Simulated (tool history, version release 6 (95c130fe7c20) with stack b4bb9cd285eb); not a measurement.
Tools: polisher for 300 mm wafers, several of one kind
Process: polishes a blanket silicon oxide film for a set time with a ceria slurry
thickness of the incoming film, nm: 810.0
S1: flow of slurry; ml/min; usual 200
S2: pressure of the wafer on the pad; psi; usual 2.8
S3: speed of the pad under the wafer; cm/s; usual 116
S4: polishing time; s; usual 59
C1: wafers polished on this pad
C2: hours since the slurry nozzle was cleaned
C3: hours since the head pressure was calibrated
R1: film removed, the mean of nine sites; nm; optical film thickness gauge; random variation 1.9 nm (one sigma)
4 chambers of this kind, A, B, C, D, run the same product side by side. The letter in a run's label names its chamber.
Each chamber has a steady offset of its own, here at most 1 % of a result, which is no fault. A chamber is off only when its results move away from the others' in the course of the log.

run,hour,S1,S2,S3,S4,C1,C2,C3,R1
1C,6.6,200,2.8,116,59,210,111.9,178.5,251.69
2A,13.1,200,2.8,116,59,1193,89.1,1111.0,251.61
# hour 15.6: chamber A: worn pad replaced by a new one
3B,20.9,200,2.8,116,59,247,290.4,224.0,250.44
4D,26.8,200,2.8,116,59,602,463.0,505.8,256.32
5D,36.4,200,2.8,116,59,677,472.6,515.4,256.51
6B,41.4,200,2.8,116,59,407,310.9,244.5,250.92
7A,50.4,250,2.8,116,50,272,126.4,1148.3,218.00
# hour 54.7: chamber D: worn pad replaced by a new one
8C,58.7,250,2.8,116,50,617,164.0,230.6,218.85
9B,68.1,250,2.8,116,50,616,337.6,271.2,218.08
10D,78.2,250,2.8,116,50,183,514.4,557.2,220.66
# hour 85.2: chamber A: head pressure recalibrated
# hour 86.1: chamber B: slurry nozzle cleaned
# hour 86.7: chamber C: worn pad replaced by a new one
11A,87.6,200,2.8,142,73,562,163.6,2.5,365.50
12C,93.6,200,2.8,142,73,54,198.9,265.5,380.74
13C,103.4,200,2.8,142,73,131,208.7,275.3,382.06
14D,108.3,200,2.8,142,73,418,544.5,587.3,391.52
15A,118.9,200,2.8,116,59,807,194.9,33.8,237.15
16B,126.8,200,2.8,116,59,1074,40.7,329.9,251.02
# hour 129.4: chamber D: head pressure recalibrated
17A,134.5,200,2.8,116,59,928,210.5,49.4,236.85
18B,140.8,200,2.8,116,59,1183,54.7,343.9,249.43
# hour 143.8: chamber C: head pressure recalibrated
19C,148.1,200,2.8,116,59,480,253.4,4.3,256.49
# hour 148.9: chamber B: worn pad replaced by a new one
# hour 150.8: chamber D: worn pad replaced by a new one
20D,156.2,200,2.8,116,59,42,592.4,26.8,251.49
21B,162.0,200,2.8,138,52,102,75.9,365.1,266.28
# hour 169.7: chamber A: worn pad replaced by a new one
22C,169.7,200,2.8,138,52,648,275.0,25.9,264.44
23D,174.7,200,2.8,138,52,186,610.9,45.3,266.26
24A,184.3,200,2.8,138,52,114,260.3,99.2,245.73
25D,192.0,225,3.4,116,59,322,628.2,62.6,310.98

Next, every chamber runs the same settings. What will each give?
26A,199.9,200,2.8,116,59,,,,?
26B,199.9,200,2.8,116,59,,,,?
26C,199.9,200,2.8,116,59,,,,?
26D,199.9,200,2.8,116,59,,,,?

run,R1
26A,238.18
26B,252.65
26C,252.96
26D,249.90

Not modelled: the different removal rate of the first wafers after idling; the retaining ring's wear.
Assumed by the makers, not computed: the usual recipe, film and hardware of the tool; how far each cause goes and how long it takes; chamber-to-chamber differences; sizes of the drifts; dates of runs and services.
